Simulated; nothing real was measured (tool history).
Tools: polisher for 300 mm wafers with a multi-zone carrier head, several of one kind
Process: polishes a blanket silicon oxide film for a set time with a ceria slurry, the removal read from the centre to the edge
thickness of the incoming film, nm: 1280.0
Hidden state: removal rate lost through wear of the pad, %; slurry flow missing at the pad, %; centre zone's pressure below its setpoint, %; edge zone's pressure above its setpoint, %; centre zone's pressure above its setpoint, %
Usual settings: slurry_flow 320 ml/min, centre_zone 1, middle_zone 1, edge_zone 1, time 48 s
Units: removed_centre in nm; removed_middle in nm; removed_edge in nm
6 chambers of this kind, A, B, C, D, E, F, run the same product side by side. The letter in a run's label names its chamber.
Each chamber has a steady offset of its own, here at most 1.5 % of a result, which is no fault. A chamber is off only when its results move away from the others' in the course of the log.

run	hour	slurry_flow	centre_zone	middle_zone	edge_zone	time	wafers polished on this pad	hours since the slurry nozzle was cleaned	hours since the centre zone pressure was calibrated	hours since the edge zone pressure was calibrated	removed_centre	removed_middle	removed_edge
# hour 8.5: chamber A: slurry nozzle cleaned
1D	9.2	320	1	1	1	48	525	481.8	169.8	12.6	220.69	217.4	213.32
# hour 9.8: chamber D: slurry nozzle cleaned
# hour 17: chamber A: edge zone pressure recalibrated
2E	17.6	320	1	1	1	48	203	370.5	230.9	761.7	217.92	219.4	219.55
3F	22	320	1	1	1	48	381	283.8	866.7	358.2	224.25	224.08	222.2
4C	28.3	320	1	1	1	48	454	84.1	654.3	339.8	222.83	218.85	223.79
5A	34.7	320	1	1	1	48	504	26.2	428.7	17.7	222.71	220.42	215.84
6B	43.6	320	1	1	1	48	1444	290.9	341.9	447.2	217.34	217.65	219.13
# hour 43.9: chamber C: worn pad replaced by a new one
# hour 44.2: chamber F: worn pad replaced by a new one
# hour 46.2: chamber D: worn pad replaced by a new one
# hour 49.9: chamber B: worn pad replaced by a new one
7C	51.7	320	1	1	1	48	84	107.5	677.7	363.2	220.07	221.28	221.07
8E	57.8	320	1	0.92	1	48	635	410.7	271.1	801.9	218.98	206.63	220.93
# hour 62.3: chamber B: centre zone pressure recalibrated
9F	66.8	320	1	0.92	1	48	243	328.6	911.5	403	227.15	204.25	221.8
10D	71.9	320	1	0.92	1	48	276	62.1	232.5	75.3	223.82	204.35	221.07
11B	77.1	320	1	0.92	1	48	292	324.4	14.8	480.7	217.64	201.35	219.6
# hour 80.2: chamber B: edge zone pressure recalibrated
12A	83.4	320	1	0.92	1	48	1027	74.9	477.4	66.4	220.89	206.25	215.98
13F	88.5	320	1	0.92	1	48	477	350.3	933.2	424.7	230.43	204.25	227.17
# hour 91.9: chamber A: worn pad replaced by a new one
# hour 92: chamber E: worn pad replaced by a new one
14B	96.5	320	1	0.9	1	48	500	343.8	34.2	16.3	222.33	195.73	223.2
# hour 98.9: chamber C: worn pad replaced by a new one
# hour 100.4: chamber B: slurry nozzle cleaned
15D	101.6	320	1	0.9	1	48	595	91.8	262.2	105	217.59	197.29	224.01
# hour 104.9: chamber F: worn pad replaced by a new one
16E	109.5	320	1	0.9	1	48	188	462.4	322.8	853.6	216.15	204.04	220.32
17C	113.7	320	1	0.9	1	48	159	169.5	739.7	425.2	223.67	203.09	218.8
18A	118.8	320	1	0.9	1	48	289	110.3	512.8	101.8	225.61	201.47	226.29
19F	123.9	320	1	0.9	1	48	204	385.7	968.6	460.1	229.98	205.34	225.43
20C	129.8	320	1	1	1	48	332	185.6	755.8	441.3	223.98	219.35	212.97
# hour 135.4: chamber D: worn pad replaced by a new one
21B	137.3	320	1	1.04	1.08	48	939	36.9	75	57.1	218.27	227.86	229.59
22A	143.6	320	1	1.04	1.08	48	555	135.1	537.6	126.6	219.29	231.34	228.14
23E	150.5	320	1	1.04	1.08	48	628	503.4	363.8	894.6	216.91	232.01	228.86
# hour 155.2: chamber F: worn pad replaced by a new one
24D	156.7	320	1	1.04	1.08	48	229	146.9	317.3	160.1	219.04	229.12	227.9
25E	162.7	320	1	1.04	1.08	48	759	515.6	376	906.8	220.75	229.13	230.05
# hour 165: chamber C: worn pad replaced by a new one
# hour 165.6: chamber E: worn pad replaced by a new one
26C	171.5	320	1	1.04	1.08	48	69	227.3	797.5	483	218.42	229.3	231.59
27F	178.9	320	1	1	1	48	254	440.7	1023.6	515.1	232.5	223.7	226.07
# hour 181.2: chamber B: worn pad replaced by a new one
28A	184.1	320	1	1	1	48	990	175.6	578.1	167.1	218.92	217.85	220.75
29B	193.2	320	1	1	1	48	129	92.8	130.9	113	220.46	220.19	218.13
30D	201.4	320	1	1	1	48	709	191.6	362	204.8	220.99	218.74	215.73
# hour 203.5: chamber A: worn pad replaced by a new one
31F	207.1	320	1	1	1	48	557	468.9	1051.8	543.3	233.12	223.66	218.04
# hour 207.6: chamber F: edge zone pressure recalibrated
32C	214.9	320	1	1	1	48	536	270.7	840.9	526.4	220.64	220.23	221.47
# hour 215.3: chamber F: worn pad replaced by a new one
# hour 215.7: chamber D: worn pad replaced by a new one
33A	220.6	320	1	1	1	48	184	212.1	614.6	203.6	220.01	219.42	218.31
# hour 227.3: chamber E: slurry nozzle cleaned
34E	230.1	320	1	1	1	48	693	2.9	443.4	974.2	218.95	225.81	225.47
# hour 231: chamber C: worn pad replaced by a new one
# hour 232: chamber E: edge zone pressure recalibrated
# hour 238.5: chamber E: worn pad replaced by a new one
35D	238.6	320	1	1	1	48	246	228.8	399.2	242	220.02	218.33	222.16
36B	244.3	320	1	1	1	48	678	143.9	182	164.1	216.5	219.41	219.12
37D	251.9	320	1	1	1	48	389	242.1	412.5	255.3	221.15	221.05	219.11
38C	258.2	320	1	1	1	48	292	314	884.2	569.7	223.99	219.64	222.69
39E	265.8	320	1	1	1	48	293	38.6	479.1	33.9	220.7	223.18	220.8
# hour 267: chamber F: worn pad replaced by a new one
40A	270	320	1	1	1	48	714	261.5	664	253	220.55	220.18	218.19
41F	279.3	320	1	1	1	48	132	541.1	1124	71.7	247.81	220.12	217.57
42B	288.3	320	1	1	1	48	1151	187.9	226	208.1	220.02	217.1	215.42

All 6 chambers run these settings next. Forecast each chamber's results:
43A	295.1	320	1	1	1	48					?	?	?
43B	295.1	320	1	1	1	48					?	?	?
43C	295.1	320	1	1	1	48					?	?	?
43D	295.1	320	1	1	1	48					?	?	?
43E	295.1	320	1	1	1	48					?	?	?
43F	295.1	320	1	1	1	48					?	?	?

run	removed_centre	removed_middle	removed_edge
43A	222.61	222.17	218.76
43B	212.58	218.4	220.65
43C	219.12	222.21	220.82
43D	217.81	217.09	221.09
43E	217.91	226.65	218.63
43F	244.48	223.46	224.77

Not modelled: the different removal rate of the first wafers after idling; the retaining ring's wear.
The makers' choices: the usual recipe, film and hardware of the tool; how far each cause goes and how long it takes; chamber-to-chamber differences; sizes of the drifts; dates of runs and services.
